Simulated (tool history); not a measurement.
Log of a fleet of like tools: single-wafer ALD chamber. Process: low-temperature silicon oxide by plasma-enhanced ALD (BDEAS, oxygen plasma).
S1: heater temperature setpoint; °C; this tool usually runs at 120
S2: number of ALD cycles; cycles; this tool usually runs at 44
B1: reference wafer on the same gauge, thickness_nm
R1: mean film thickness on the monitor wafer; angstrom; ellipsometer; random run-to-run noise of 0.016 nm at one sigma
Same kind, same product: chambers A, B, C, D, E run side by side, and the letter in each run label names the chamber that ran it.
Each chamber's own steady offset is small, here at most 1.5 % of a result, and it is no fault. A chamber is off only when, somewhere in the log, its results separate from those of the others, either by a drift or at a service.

{"run": "1C", "hour": 11.0, "S1": 120, "S2": 44, "B1": 5.1612, "R1": 60.555}
{"run": "2B", "hour": 24.0, "S1": 120, "S2": 44, "B1": 5.161, "R1": 59.725}
{"run": "3A", "hour": 32.4, "S1": 120, "S2": 44, "B1": 5.1627, "R1": 60.76}
{"run": "4D", "hour": 48.0, "S1": 120, "S2": 44, "B1": 5.163, "R1": 61.051}
{"run": "5E", "hour": 64.2, "S1": 120, "S2": 44, "B1": 5.1572, "R1": 60.262}
{"run": "6A", "hour": 77.7, "S1": 120, "S2": 44, "B1": 5.1607, "R1": 60.758}
{"run": "7C", "hour": 85.1, "S1": 120, "S2": 44, "B1": 5.1595, "R1": 60.788}
{"run": "8D", "hour": 98.2, "S1": 120, "S2": 47, "B1": 5.1626, "R1": 65.062}
{"run": "9E", "hour": 113.0, "S1": 120, "S2": 47, "B1": 5.1571, "R1": 64.185}
{"run": "10B", "hour": 127.2, "S1": 120, "S2": 47, "B1": 5.1657, "R1": 63.744}
{"run": "11A", "hour": 138.7, "S1": 120, "S2": 47, "B1": 5.1582, "R1": 65.384}
{"run": "12E", "hour": 148.0, "S1": 120, "S2": 47, "B1": 5.1623, "R1": 64.042}
{"run": "13D", "hour": 156.3, "S1": 120, "S2": 44, "B1": 5.1609, "R1": 60.672}
{"run": "14B", "hour": 165.6, "S1": 127, "S2": 39, "B1": 5.1565, "R1": 52.533}
{"run": "15C", "hour": 176.3, "S1": 127, "S2": 39, "B1": 5.1553, "R1": 53.016}
{"run": "16D", "hour": 190.2, "S1": 127, "S2": 39, "B1": 5.1623, "R1": 52.899}
{"run": "17C", "hour": 200.9, "S1": 127, "S2": 39, "B1": 5.1598, "R1": 52.808}
{"run": "18E", "hour": 216.8, "S1": 127, "S2": 39, "B1": 5.1604, "R1": 52.499}
{"run": "19B", "hour": 231.0, "S1": 120, "S2": 44, "B1": 5.1575, "R1": 59.988}
{"run": "20A", "hour": 240.2, "S1": 120, "S2": 44, "B1": 5.1605, "R1": 61.081}
{"run": "21E", "hour": 249.9, "S1": 120, "S2": 44, "B1": 5.1589, "R1": 60.238}
{"run": "22A", "hour": 258.2, "S1": 120, "S2": 37, "B1": 5.1613, "R1": 51.545}
{"run": "23B", "hour": 266.6, "S1": 120, "S2": 37, "B1": 5.1564, "R1": 50.507}
{"run": "24D", "hour": 275.0, "S1": 120, "S2": 37, "B1": 5.1626, "R1": 51.276}
{"run": "25C", "hour": 287.2, "S1": 120, "S2": 37, "B1": 5.1612, "R1": 50.777}
{"run": "26B", "hour": 297.3, "S1": 120, "S2": 37, "B1": 5.1587, "R1": 50.601}
{"run": "27A", "hour": 310.9, "S1": 120, "S2": 44, "B1": 5.1579, "R1": 60.939}
{"run": "28C", "hour": 318.4, "S1": 120, "S2": 44, "B1": 5.1603, "R1": 60.535}
{"run": "29E", "hour": 328.2, "S1": 120, "S2": 44, "B1": 5.1576, "R1": 60.333}
{"run": "30D", "hour": 343.2, "S1": 120, "S2": 44, "B1": 5.1581, "R1": 60.739}
{"run": "31A", "hour": 352.7, "S1": 120, "S2": 44, "B1": 5.1573, "R1": 60.966}
{"run": "32D", "hour": 362.9, "S1": 120, "S2": 44, "B1": 5.16, "R1": 60.665}
{"run": "33C", "hour": 378.8, "S1": 120, "S2": 44, "B1": 5.1622, "R1": 60.29}
{"run": "34E", "hour": 393.8, "S1": 120, "S2": 44, "B1": 5.1571, "R1": 60.128}
{"run": "35B", "hour": 403.0, "S1": 120, "S2": 44, "B1": 5.1596, "R1": 60.019}
{"run": "36B", "hour": 418.2, "S1": 111, "S2": 44, "B1": 5.1592, "R1": 60.882}

Read the log: is a single chamber off, either drifting away or since a service, is the gauge that measures every chamber drifting, or is nothing wrong beyond small per-chamber offsets? Name any odd chamber and what most likely caused it.

All chambers stay in line apart from their small fixed offsets, and the gauge does not drift.

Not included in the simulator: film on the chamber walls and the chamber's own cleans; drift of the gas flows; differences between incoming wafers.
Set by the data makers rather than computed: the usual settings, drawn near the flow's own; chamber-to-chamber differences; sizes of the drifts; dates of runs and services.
